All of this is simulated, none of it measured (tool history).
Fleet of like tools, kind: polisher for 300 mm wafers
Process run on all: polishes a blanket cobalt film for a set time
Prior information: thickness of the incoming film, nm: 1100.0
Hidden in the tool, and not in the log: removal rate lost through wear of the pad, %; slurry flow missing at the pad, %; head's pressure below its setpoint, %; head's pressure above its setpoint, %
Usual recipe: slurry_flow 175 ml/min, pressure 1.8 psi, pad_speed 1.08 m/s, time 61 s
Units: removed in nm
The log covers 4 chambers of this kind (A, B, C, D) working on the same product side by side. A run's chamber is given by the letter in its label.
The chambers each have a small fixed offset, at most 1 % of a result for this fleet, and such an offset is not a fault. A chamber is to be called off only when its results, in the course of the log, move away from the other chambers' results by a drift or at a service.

| run | hour | slurry_flow | pressure | pad_speed | time | wafers polished on this pad | hours since the slurry nozzle was cleaned | hours since the head pressure was calibrated | removed |
|---|---|---|---|---|---|---|---|---|---|
| 1D | 13.7 | 175 | 1.8 | 1.08 | 61 | 482 | 137.6 | 342 | 338.74 |
| 2A | 27 | 175 | 1.8 | 1.08 | 61 | 422 | 179.2 | 1176.9 | 347.79 |
| 3C | 37.7 | 175 | 1.8 | 1.08 | 61 | 1089 | 310.2 | 343.9 | 341.05 |
|  | 46.3 | chamber D: worn pad replaced by a new one |
| 4B | 48 | 175 | 1.8 | 1.08 | 61 | 664 | 111 | 465.9 | 341.52 |
|  | 49.4 | chamber B: worn pad replaced by a new one |
|  | 58.5 | chamber C: head pressure recalibrated |
|  | 58.7 | chamber C: worn pad replaced by a new one |
|  | 62 | chamber A: worn pad replaced by a new one |
| 5A | 62.3 | 175 | 1.8 | 1.08 | 61 | 3 | 214.5 | 1212.2 | 338.98 |
| 6C | 72.8 | 175 | 1.8 | 1.08 | 61 | 134 | 345.3 | 14.4 | 344.54 |
| 7B | 87.3 | 175 | 1.8 | 1.08 | 61 | 362 | 150.3 | 505.2 | 338.81 |
| 8D | 98.8 | 175 | 1.8 | 1.08 | 61 | 502 | 222.7 | 427.1 | 343.11 |
| 9D | 107 | 175 | 1.8 | 1.08 | 61 | 580 | 230.9 | 435.3 | 342.26 |
|  | 120.7 | chamber B: worn pad replaced by a new one |
| 10B | 122.7 | 175 | 1.8 | 1.08 | 61 | 19 | 185.7 | 540.6 | 332.22 |
|  | 124.4 | chamber D: worn pad replaced by a new one |
|  | 129.4 | chamber A: head pressure recalibrated |
| 11C | 133.2 | 175 | 1.8 | 1.08 | 61 | 712 | 405.7 | 74.8 | 344.06 |
|  | 134.5 | chamber B: head pressure recalibrated |
| 12A | 145 | 175 | 1.8 | 1.08 | 61 | 793 | 297.2 | 15.6 | 314.35 |
|  | 146.6 | chamber A: worn pad replaced by a new one |
| 13A | 158 | 175 | 1.8 | 1.08 | 61 | 108 | 310.2 | 28.6 | 310.44 |
| 14C | 165.1 | 120 | 2 | 1.08 | 61 | 1017 | 437.6 | 106.7 | 355.39 |
|  | 171.8 | chamber C: worn pad replaced by a new one |
| 15D | 180.6 | 120 | 2 | 1.08 | 61 | 537 | 304.5 | 508.9 | 357.63 |
|  | 188.1 | chamber B: worn pad replaced by a new one |
| 16B | 191.8 | 120 | 2 | 1.08 | 61 | 35 | 254.8 | 57.3 | 348.43 |
|  | 193 | chamber B: slurry nozzle cleaned |
|  | 199.4 | chamber D: worn pad replaced by a new one |
| 17D | 205.6 | 120 | 2 | 1.08 | 61 | 59 | 329.5 | 533.9 | 357.5 |
| 18B | 214.1 | 175 | 1.8 | 1.08 | 61 | 248 | 21.2 | 79.6 | 337.41 |
|  | 214.5 | chamber A: worn pad replaced by a new one |
| 19A | 226.1 | 175 | 1.8 | 1.08 | 61 | 111 | 378.3 | 96.7 | 314.74 |
| 20C | 235.3 | 175 | 1.8 | 1.08 | 61 | 607 | 507.8 | 176.9 | 339.85 |
| 21A | 249.6 | 175 | 1.8 | 0.94 | 42 | 336 | 401.8 | 120.2 | 188.72 |
|  | 251.1 | chamber B: worn pad replaced by a new one |
|  | 251.9 | chamber C: slurry nozzle cleaned |
| 22C | 264.2 | 175 | 1.8 | 0.94 | 42 | 883 | 12.3 | 205.8 | 204.69 |
|  | 271.5 | chamber D: worn pad replaced by a new one |
| 23B | 279.3 | 175 | 1.8 | 0.94 | 42 | 269 | 86.4 | 144.8 | 203.63 |
| 24D | 288.2 | 175 | 1.8 | 0.94 | 42 | 160 | 412.1 | 616.5 | 204.56 |
|  | 291.7 | chamber A: worn pad replaced by a new one |
|  | 300 | chamber C: worn pad replaced by a new one |
| 25A | 303.6 | 175 | 1.8 | 1.08 | 61 | 114 | 455.8 | 174.2 | 316.82 |
| 26B | 319.7 | 175 | 1.8 | 1.08 | 61 | 655 | 126.8 | 185.2 | 340.42 |
|  | 325.2 | chamber B: worn pad replaced by a new one |
| 27D | 333.9 | 175 | 1.8 | 1.08 | 61 | 597 | 457.8 | 662.2 | 342.51 |
| 28C | 344.4 | 175 | 1.8 | 1.08 | 61 | 424 | 92.5 | 286 | 343.54 |
| 29B | 354 | 175 | 1.8 | 1.08 | 61 | 275 | 161.1 | 219.5 | 337.42 |
|  | 362.9 | chamber A: worn pad replaced by a new one |
| 30A | 363.3 | 175 | 1.8 | 1.08 | 61 | 4 | 515.5 | 233.9 | 321.98 |

Each of the 4 chambers runs these same settings next. Fill in every chamber's results:
| 31A | 374.9 | 235 | 1.8 | 1.08 | 61 |  |  |  | ? |
| 31B | 374.9 | 235 | 1.8 | 1.08 | 61 |  |  |  | ? |
| 31C | 374.9 | 235 | 1.8 | 1.08 | 61 |  |  |  | ? |
| 31D | 374.9 | 235 | 1.8 | 1.08 | 61 |  |  |  | ? |

| run | removed |
|---|---|
| 31A | 328.27 |
| 31B | 347.63 |
| 31C | 355.01 |
| 31D | 353.1 |
